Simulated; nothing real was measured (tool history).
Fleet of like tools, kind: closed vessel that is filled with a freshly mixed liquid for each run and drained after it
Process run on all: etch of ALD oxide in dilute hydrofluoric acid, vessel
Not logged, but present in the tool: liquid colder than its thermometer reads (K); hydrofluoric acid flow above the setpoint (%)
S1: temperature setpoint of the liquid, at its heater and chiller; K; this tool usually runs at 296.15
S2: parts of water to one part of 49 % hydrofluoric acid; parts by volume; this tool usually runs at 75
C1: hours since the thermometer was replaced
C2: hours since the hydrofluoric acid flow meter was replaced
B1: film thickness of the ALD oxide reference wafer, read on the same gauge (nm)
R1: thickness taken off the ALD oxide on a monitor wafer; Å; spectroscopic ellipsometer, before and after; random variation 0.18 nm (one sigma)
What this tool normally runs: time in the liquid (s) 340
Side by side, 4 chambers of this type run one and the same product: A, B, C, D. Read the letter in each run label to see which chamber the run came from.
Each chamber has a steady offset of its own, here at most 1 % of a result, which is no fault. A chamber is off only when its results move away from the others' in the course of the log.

run 1D hour=8.7 | S1=296.15 S2=75 time_in_the_liquid_(s)=340 | C1=1496 C2=542.5 | B1=119.98 | R1=509.72
run 2B hour=23.5 | S1=296.15 S2=75 time_in_the_liquid_(s)=340 | C1=611 C2=328.1 | B1=120 | R1=506.67
run 3C hour=37 | S1=296.15 S2=75 time_in_the_liquid_(s)=340 | C1=700.7 C2=149.9 | B1=120 | R1=501.07
run 4A hour=49.8 | S1=296.15 S2=75 time_in_the_liquid_(s)=340 | C1=479.4 C2=692.5 | B1=120 | R1=511.03
run 5A hour=60.5 | S1=296.15 S2=75 time_in_the_liquid_(s)=340 | C1=490.1 C2=703.2 | B1=120.03 | R1=508.56
run 6C hour=74.1 | S1=296.15 S2=75 time_in_the_liquid_(s)=340 | C1=737.8 C2=187 | B1=120.01 | R1=503.45
run 7D hour=85.9 | S1=296.15 S2=75 time_in_the_liquid_(s)=340 | C1=1573.2 C2=619.7 | B1=120 | R1=507.57
run 8B hour=99.7 | S1=296.15 S2=75 time_in_the_liquid_(s)=340 | C1=687.2 C2=404.3 | B1=119.98 | R1=508.22
run 9A hour=113.3 | S1=296.15 S2=75 time_in_the_liquid_(s)=340 | C1=542.9 C2=756 | B1=120.01 | R1=499.74
run 10B hour=122.6 | S1=294.15 S2=75 time_in_the_liquid_(s)=340 | C1=710.1 C2=427.2 | B1=120.01 | R1=470.25
run 11C hour=135.6 | S1=294.15 S2=75 time_in_the_liquid_(s)=340 | C1=799.3 C2=248.5 | B1=120 | R1=461.29
run 12D hour=144.7 | S1=294.15 S2=75 time_in_the_liquid_(s)=340 | C1=1632 C2=678.5 | B1=120.01 | R1=466.92
run 13C hour=156.9 | S1=294.15 S2=75 time_in_the_liquid_(s)=340 | C1=820.6 C2=269.8 | B1=120.02 | R1=463.57
run 14B hour=171.6 | S1=296.15 S2=75 time_in_the_liquid_(s)=340 | C1=759.1 C2=476.2 | B1=120 | R1=510.02
run 15A hour=180.5 | S1=296.15 S2=75 time_in_the_liquid_(s)=340 | C1=610.1 C2=823.2 | B1=120.01 | R1=498.75
-- hour=188.9 chamber B: hydrofluoric acid flow meter replaced
run 16D hour=192.7 | S1=296.15 S2=75 time_in_the_liquid_(s)=340 | C1=1680 C2=726.5 | B1=120.02 | R1=506.37
run 17A hour=206.4 | S1=296.15 S2=75 time_in_the_liquid_(s)=340 | C1=636 C2=849.1 | B1=119.99 | R1=494.82
run 18B hour=221.2 | S1=296.15 S2=75 time_in_the_liquid_(s)=340 | C1=808.7 C2=32.4 | B1=119.98 | R1=506.04
run 19C hour=234.1 | S1=296.15 S2=75 time_in_the_liquid_(s)=340 | C1=897.8 C2=347 | B1=120 | R1=502.25
run 20D hour=246.5 | S1=296.15 S2=55 time_in_the_liquid_(s)=410 | C1=1733.8 C2=780.3 | B1=119.98 | R1=863.28
run 21D hour=254.8 | S1=296.15 S2=55 time_in_the_liquid_(s)=410 | C1=1742.1 C2=788.6 | B1=119.99 | R1=863.81
run 22C hour=265.1 | S1=296.15 S2=55 time_in_the_liquid_(s)=410 | C1=928.8 C2=378 | B1=120 | R1=841.06
run 23B hour=272 | S1=296.15 S2=55 time_in_the_liquid_(s)=410 | C1=859.5 C2=83.2 | B1=119.99 | R1=855.11
run 24A hour=278.7 | S1=296.15 S2=75 time_in_the_liquid_(s)=340 | C1=708.3 C2=921.4 | B1=120.03 | R1=489.22

All chambers now run identical settings, listed one chamber a line with results as question marks. What results will each chamber show?
run 25A hour=289.6 | S1=301.15 S2=75 time_in_the_liquid_(s)=340 | R1=?
run 25B hour=289.6 | S1=301.15 S2=75 time_in_the_liquid_(s)=340 | R1=?
run 25C hour=289.6 | S1=301.15 S2=75 time_in_the_liquid_(s)=340 | R1=?
run 25D hour=289.6 | S1=301.15 S2=75 time_in_the_liquid_(s)=340 | R1=?

run=25A R1=600.99
run=25B R1=620.8
run=25C R1=615.98
run=25D R1=622.17
